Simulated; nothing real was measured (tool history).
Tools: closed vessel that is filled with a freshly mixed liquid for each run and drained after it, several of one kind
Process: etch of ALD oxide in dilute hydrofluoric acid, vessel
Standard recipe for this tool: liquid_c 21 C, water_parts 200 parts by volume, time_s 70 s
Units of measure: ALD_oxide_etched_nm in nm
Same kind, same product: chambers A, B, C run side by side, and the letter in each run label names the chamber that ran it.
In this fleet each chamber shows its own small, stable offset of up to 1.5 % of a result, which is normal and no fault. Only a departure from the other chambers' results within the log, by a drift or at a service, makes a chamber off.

run	day	liquid_c	water_parts	time_s	read-back film thickness of the ALD oxide reference wafer, read on the same gauge (nm)	ALD_oxide_etched_nm
1B	0.392	21	200	70	110.01	9.0626
2C	0.671	21	200	70	110	9.0195
3A	1.092	21	200	70	109.99	9.0233
4B	1.438	21	200	70	109.96	9.0904
5A	1.688	21	200	70	110.05	9.0349
6C	1.95	21	200	70	110	9.0768
7A	2.233	21	200	70	109.96	9.0189
8C	2.729	21	200	70	109.99	9.0289
9B	3.112	21	200	70	109.97	9.0877
10B	3.458	21	200	55	110.01	7.1656
11C	3.762	21	200	55	109.99	7.0832
12A	4.238	21	200	55	110.01	7.102
13B	4.612	21	200	70	110.03	9.1199
14A	4.996	21	200	70	109.96	9.0168
15C	5.321	21	200	70	109.98	8.9895
16B	5.729	21	200	70	110.01	9.1101
17C	6.004	21	200	70	110	9.003
18A	6.504	21	200	70	110.01	9.0194
19B	6.754	21	200	70	110	9.0682
20A	7.154	21	200	70	110.02	8.9917
# day 7.221: chamber A: thermometer replaced
21C	7.517	21	200	70	109.99	8.9275
22C	8.008	21	200	70	109.96	8.9757
23B	8.433	21	200	70	110	9.1226
24A	8.683	21	200	70	110.03	9.0358
25A	9.088	21	200	70	110	9.0583
26C	9.525	21	295	95	110.01	7.4837
27B	9.788	21	295	95	109.99	7.6246

One chamber off, gauge drift, or nothing amiss beyond the chambers' own small offsets? If it is a chamber, which one, and what is the likeliest cause?

Nothing is wrong: each chamber keeps only its own small, steady offset and the gauge holds still.
